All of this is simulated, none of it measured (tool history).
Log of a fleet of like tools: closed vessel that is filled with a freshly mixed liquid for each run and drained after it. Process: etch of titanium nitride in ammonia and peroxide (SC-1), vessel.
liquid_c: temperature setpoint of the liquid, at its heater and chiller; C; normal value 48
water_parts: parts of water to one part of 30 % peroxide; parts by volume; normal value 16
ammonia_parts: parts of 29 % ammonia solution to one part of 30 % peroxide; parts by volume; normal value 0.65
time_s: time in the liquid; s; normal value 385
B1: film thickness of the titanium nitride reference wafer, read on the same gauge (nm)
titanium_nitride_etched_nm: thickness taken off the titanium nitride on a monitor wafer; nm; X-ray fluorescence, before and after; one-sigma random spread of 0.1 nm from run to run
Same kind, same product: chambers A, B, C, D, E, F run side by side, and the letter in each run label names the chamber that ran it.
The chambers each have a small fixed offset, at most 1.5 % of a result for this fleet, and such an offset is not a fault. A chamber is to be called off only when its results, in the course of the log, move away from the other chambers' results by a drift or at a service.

{"hour": 9.7, "done": "chamber D: new drum of ammonia solution connected"}
{"run": "1A", "hour": 11.1, "liquid_c": 48, "water_parts": 16, "ammonia_parts": 0.65, "time_s": 385, "B1": 79.981, "titanium_nitride_etched_nm": 25.592}
{"hour": 15.3, "done": "chamber E: ammonia flow meter replaced"}
{"run": "2B", "hour": 18.9, "liquid_c": 48, "water_parts": 16, "ammonia_parts": 0.65, "time_s": 385, "B1": 80.02, "titanium_nitride_etched_nm": 25.4}
{"run": "3C", "hour": 27.8, "liquid_c": 48, "water_parts": 16, "ammonia_parts": 0.65, "time_s": 385, "B1": 79.997, "titanium_nitride_etched_nm": 25.228}
{"hour": 32.3, "done": "chamber B: new drum of ammonia solution connected"}
{"run": "4D", "hour": 38.6, "liquid_c": 48, "water_parts": 16, "ammonia_parts": 0.65, "time_s": 385, "B1": 79.982, "titanium_nitride_etched_nm": 25.683}
{"run": "5E", "hour": 46.5, "liquid_c": 48, "water_parts": 16, "ammonia_parts": 0.65, "time_s": 385, "B1": 79.996, "titanium_nitride_etched_nm": 25.403}
{"run": "6F", "hour": 52.8, "liquid_c": 48, "water_parts": 16, "ammonia_parts": 0.65, "time_s": 385, "B1": 80.006, "titanium_nitride_etched_nm": 25.391}
{"run": "7F", "hour": 60.2, "liquid_c": 48, "water_parts": 16, "ammonia_parts": 0.65, "time_s": 385, "B1": 79.981, "titanium_nitride_etched_nm": 25.303}
{"run": "8C", "hour": 69.6, "liquid_c": 48, "water_parts": 16, "ammonia_parts": 0.65, "time_s": 385, "B1": 80.016, "titanium_nitride_etched_nm": 25.099}
{"run": "9E", "hour": 76.1, "liquid_c": 48, "water_parts": 16, "ammonia_parts": 0.65, "time_s": 385, "B1": 79.98, "titanium_nitride_etched_nm": 25.407}
{"run": "10B", "hour": 86.2, "liquid_c": 48, "water_parts": 16, "ammonia_parts": 0.65, "time_s": 385, "B1": 80.004, "titanium_nitride_etched_nm": 25.536}
{"run": "11D", "hour": 92.2, "liquid_c": 39, "water_parts": 16, "ammonia_parts": 0.95, "time_s": 385, "B1": 79.999, "titanium_nitride_etched_nm": 14.352}
{"run": "12A", "hour": 98.5, "liquid_c": 39, "water_parts": 16, "ammonia_parts": 0.95, "time_s": 385, "B1": 80.002, "titanium_nitride_etched_nm": 14.134}
{"run": "13E", "hour": 109.9, "liquid_c": 39, "water_parts": 16, "ammonia_parts": 0.95, "time_s": 385, "B1": 80.015, "titanium_nitride_etched_nm": 14.27}
{"run": "14C", "hour": 117.0, "liquid_c": 39, "water_parts": 16, "ammonia_parts": 0.95, "time_s": 385, "B1": 79.997, "titanium_nitride_etched_nm": 13.899}
{"run": "15D", "hour": 123.0, "liquid_c": 39, "water_parts": 16, "ammonia_parts": 0.95, "time_s": 385, "B1": 79.983, "titanium_nitride_etched_nm": 14.279}
{"run": "16B", "hour": 134.6, "liquid_c": 39, "water_parts": 16, "ammonia_parts": 0.95, "time_s": 385, "B1": 79.983, "titanium_nitride_etched_nm": 14.121}
{"hour": 136.3, "done": "chamber E: new drum of ammonia solution connected"}
{"run": "17F", "hour": 145.1, "liquid_c": 48, "water_parts": 10, "ammonia_parts": 0.85, "time_s": 385, "B1": 79.991, "titanium_nitride_etched_nm": 33.804}
{"run": "18A", "hour": 157.1, "liquid_c": 48, "water_parts": 10, "ammonia_parts": 0.85, "time_s": 385, "B1": 79.985, "titanium_nitride_etched_nm": 34.376}
{"run": "19D", "hour": 163.9, "liquid_c": 48, "water_parts": 10, "ammonia_parts": 0.85, "time_s": 385, "B1": 80.006, "titanium_nitride_etched_nm": 34}
{"run": "20C", "hour": 171.5, "liquid_c": 48, "water_parts": 10, "ammonia_parts": 0.85, "time_s": 385, "B1": 79.993, "titanium_nitride_etched_nm": 33.449}
{"run": "21E", "hour": 179.9, "liquid_c": 48, "water_parts": 10, "ammonia_parts": 0.85, "time_s": 385, "B1": 80.015, "titanium_nitride_etched_nm": 33.89}
{"run": "22F", "hour": 188.1, "liquid_c": 48, "water_parts": 10, "ammonia_parts": 0.85, "time_s": 385, "B1": 80.005, "titanium_nitride_etched_nm": 33.808}
{"run": "23A", "hour": 195.2, "liquid_c": 48, "water_parts": 16, "ammonia_parts": 0.65, "time_s": 385, "B1": 80.008, "titanium_nitride_etched_nm": 25.68}
{"run": "24B", "hour": 205.2, "liquid_c": 48, "water_parts": 16, "ammonia_parts": 0.65, "time_s": 385, "B1": 80, "titanium_nitride_etched_nm": 25.686}
{"run": "25D", "hour": 211.7, "liquid_c": 48, "water_parts": 9, "ammonia_parts": 0.55, "time_s": 385, "B1": 79.997, "titanium_nitride_etched_nm": 33.525}
{"run": "26F", "hour": 217.6, "liquid_c": 48, "water_parts": 9, "ammonia_parts": 0.55, "time_s": 385, "B1": 79.997, "titanium_nitride_etched_nm": 33.368}
{"run": "27E", "hour": 224.0, "liquid_c": 48, "water_parts": 9, "ammonia_parts": 0.55, "time_s": 385, "B1": 79.989, "titanium_nitride_etched_nm": 33.531}
{"run": "28A", "hour": 234.7, "liquid_c": 48, "water_parts": 9, "ammonia_parts": 0.55, "time_s": 385, "B1": 80.011, "titanium_nitride_etched_nm": 33.587}
{"run": "29C", "hour": 243.7, "liquid_c": 48, "water_parts": 9, "ammonia_parts": 0.55, "time_s": 385, "B1": 80.01, "titanium_nitride_etched_nm": 32.448}
{"run": "30B", "hour": 253.3, "liquid_c": 48, "water_parts": 9, "ammonia_parts": 0.55, "time_s": 385, "B1": 80.013, "titanium_nitride_etched_nm": 33.667}
{"run": "31F", "hour": 265.0, "liquid_c": 48, "water_parts": 16, "ammonia_parts": 0.65, "time_s": 385, "B1": 80.025, "titanium_nitride_etched_nm": 25.09}
{"run": "32B", "hour": 270.3, "liquid_c": 48, "water_parts": 16, "ammonia_parts": 0.65, "time_s": 385, "B1": 80, "titanium_nitride_etched_nm": 25.655}
{"run": "33D", "hour": 277.5, "liquid_c": 48, "water_parts": 16, "ammonia_parts": 0.65, "time_s": 385, "B1": 80.008, "titanium_nitride_etched_nm": 25.399}
{"run": "34C", "hour": 287.4, "liquid_c": 48, "water_parts": 16, "ammonia_parts": 0.65, "time_s": 385, "B1": 80.005, "titanium_nitride_etched_nm": 24.64}
{"run": "35A", "hour": 293.3, "liquid_c": 48, "water_parts": 16, "ammonia_parts": 0.65, "time_s": 385, "B1": 79.999, "titanium_nitride_etched_nm": 25.716}
{"run": "36E", "hour": 300.6, "liquid_c": 44, "water_parts": 16, "ammonia_parts": 0.65, "time_s": 385, "B1": 80, "titanium_nitride_etched_nm": 19.117}
{"run": "37B", "hour": 309.8, "liquid_c": 44, "water_parts": 16, "ammonia_parts": 0.65, "time_s": 385, "B1": 79.995, "titanium_nitride_etched_nm": 19.084}
{"run": "38F", "hour": 316.4, "liquid_c": 44, "water_parts": 16, "ammonia_parts": 0.65, "time_s": 385, "B1": 79.988, "titanium_nitride_etched_nm": 18.94}
{"run": "39A", "hour": 327.0, "liquid_c": 44, "water_parts": 16, "ammonia_parts": 0.65, "time_s": 385, "B1": 80.007, "titanium_nitride_etched_nm": 19.269}
{"run": "40E", "hour": 333.6, "liquid_c": 44, "water_parts": 16, "ammonia_parts": 0.65, "time_s": 385, "B1": 80.009, "titanium_nitride_etched_nm": 19.205}
{"run": "41C", "hour": 339.4, "liquid_c": 44, "water_parts": 16, "ammonia_parts": 0.65, "time_s": 385, "B1": 80.021, "titanium_nitride_etched_nm": 18.525}

All chambers now run identical settings, listed one chamber a line with results as question marks. What results will each chamber show?
{"run": "42A", "hour": 347.9, "liquid_c": 57, "water_parts": 16, "ammonia_parts": 0.65, "time_s": 385, "titanium_nitride_etched_nm": "?"}
{"run": "42B", "hour": 347.9, "liquid_c": 57, "water_parts": 16, "ammonia_parts": 0.65, "time_s": 385, "titanium_nitride_etched_nm": "?"}
{"run": "42C", "hour": 347.9, "liquid_c": 57, "water_parts": 16, "ammonia_parts": 0.65, "time_s": 385, "titanium_nitride_etched_nm": "?"}
{"run": "42D", "hour": 347.9, "liquid_c": 57, "water_parts": 16, "ammonia_parts": 0.65, "time_s": 385, "titanium_nitride_etched_nm": "?"}
{"run": "42E", "hour": 347.9, "liquid_c": 57, "water_parts": 16, "ammonia_parts": 0.65, "time_s": 385, "titanium_nitride_etched_nm": "?"}
{"run": "42F", "hour": 347.9, "liquid_c": 57, "water_parts": 16, "ammonia_parts": 0.65, "time_s": 385, "titanium_nitride_etched_nm": "?"}

run=42A titanium_nitride_etched_nm=48.136
run=42B titanium_nitride_etched_nm=47.207
run=42C titanium_nitride_etched_nm=45.807
run=42D titanium_nitride_etched_nm=47.137
run=42E titanium_nitride_etched_nm=47.345
run=42F titanium_nitride_etched_nm=47.173
